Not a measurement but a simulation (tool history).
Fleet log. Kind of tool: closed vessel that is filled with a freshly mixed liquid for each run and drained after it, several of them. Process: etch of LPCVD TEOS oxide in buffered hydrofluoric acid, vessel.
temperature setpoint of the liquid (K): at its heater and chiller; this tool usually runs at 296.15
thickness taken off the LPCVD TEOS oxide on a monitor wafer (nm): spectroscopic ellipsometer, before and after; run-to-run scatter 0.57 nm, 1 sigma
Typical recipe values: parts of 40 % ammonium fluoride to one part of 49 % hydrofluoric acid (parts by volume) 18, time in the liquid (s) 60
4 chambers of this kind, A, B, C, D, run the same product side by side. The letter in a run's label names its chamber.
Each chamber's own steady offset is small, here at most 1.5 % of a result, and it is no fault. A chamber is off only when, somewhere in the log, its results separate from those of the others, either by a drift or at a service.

run   hour  temperature setpoint of the liquid (K)  parts of 40 % ammonium fluoride to one part of 49 % hydrofluoric acid (parts by volume)  time in the liquid (s)  hours since the thermometer was replaced  hours since the hydrofluoric acid flow meter was replaced  read-back film thickness of the LPCVD TEOS oxide reference wafer, read on the same gauge (nm)  thickness taken off the LPCVD TEOS oxide on a monitor wafer (nm)
 1D    7.2                                  296.15                                                                                       18                      60                                     677.8                                                       70.3                                                                                         130.00                                                           129.360
 2B   14.0                                  296.15                                                                                       18                      60                                     340.0                                                      258.7                                                                                         130.01                                                           125.580
 3A   28.6                                  296.15                                                                                       18                      60                                     183.2                                                      767.3                                                                                         129.98                                                           127.110
 4C   42.8                                  296.15                                                                                       18                      60                                     995.5                                                      973.5                                                                                         129.99                                                           126.090
      44.8  -- chamber A: hydrofluoric acid flow meter replaced
 5A   51.5                                  296.15                                                                                       18                      60                                     206.1                                                        6.7                                                                                         130.01                                                           125.690
 6C   57.8                                  296.15                                                                                       18                      60                                    1010.5                                                      988.5                                                                                         130.01                                                           126.690
 7D   70.8                                  296.15                                                                                       18                      60                                     741.4                                                      133.9                                                                                         130.02                                                           127.900
 8B   84.8                                  296.15                                                                                       18                      60                                     410.8                                                      329.5                                                                                         130.00                                                           125.310
 9B   93.3                                  296.15                                                                                       18                      60                                     419.3                                                      338.0                                                                                         130.00                                                           124.720
10D  104.0                                  296.15                                                                                       18                      60                                     774.6                                                      167.1                                                                                         130.03                                                           128.060
11A  114.4                                  296.15                                                                                       18                      60                                     269.0                                                       69.6                                                                                         130.00                                                           125.320
12C  125.9                                  299.65                                                                                       21                      60                                    1078.6                                                     1056.6                                                                                         130.01                                                           134.650
13C  134.8                                  299.65                                                                                       21                      60                                    1087.5                                                     1065.5                                                                                         130.00                                                           133.950
14B  141.6                                  299.65                                                                                       21                      60                                     467.6                                                      386.3                                                                                         130.01                                                           131.900
15D  154.3                                  299.65                                                                                       21                      60                                     824.9                                                      217.4                                                                                         130.00                                                           136.050
16A  161.2                                  296.15                                                                                       18                      60                                     315.8                                                      116.4                                                                                         130.00                                                           127.880
17D  173.2                                  296.15                                                                                       23                      35                                     843.8                                                      236.3                                                                                         129.97                                                            61.370
18B  185.9                                  296.15                                                                                       23                      35                                     511.9                                                      430.6                                                                                         130.00                                                            60.085
19A  196.8                                  296.15                                                                                       23                      35                                     351.4                                                      152.0                                                                                         129.97                                                            59.944
20C  204.1                                  296.15                                                                                       23                      35                                    1156.8                                                     1134.8                                                                                         130.00                                                            60.419
21B  214.2                                  296.15                                                                                       18                      60                                     540.2                                                      458.9                                                                                         130.02                                                           125.350
22D  221.2                                  293.65                                                                                       21                      60                                     891.8                                                      284.3                                                                                         129.98                                                            96.978
23C  233.2                                  293.65                                                                                       21                      60                                    1185.9                                                     1163.9                                                                                         130.01                                                            95.289
24A  244.8                                  293.65                                                                                       21                      60                                     399.4                                                      200.0                                                                                         130.03                                                            95.432
25D  256.9                                  293.65                                                                                       21                      60                                     927.5                                                      320.0                                                                                         130.00                                                            96.286
26B  264.1                                  296.15                                                                                       18                      60                                     590.1                                                      508.8                                                                                         129.99                                                           125.560
27A  276.7                                  296.15                                                                                       18                      60                                     431.3                                                      231.9                                                                                         130.01                                                           126.290
28C  290.2                                  296.15                                                                                       18                      60                                    1242.9                                                     1220.9                                                                                         129.98                                                           127.520
29C  303.5                                  296.15                                                                                       18                      60                                    1256.2                                                     1234.2                                                                                         130.00                                                           126.990
30B  315.7                                  296.15                                                                                       18                      60                                     641.7                                                      560.4                                                                                         130.00                                                           125.920

Does one chamber stand apart from the rest, does the shared gauge drift, or is all well apart from small per-chamber offsets? Give the chamber and the most likely cause, where there is one.

All chambers stay in line apart from their small fixed offsets, and the gauge does not drift.
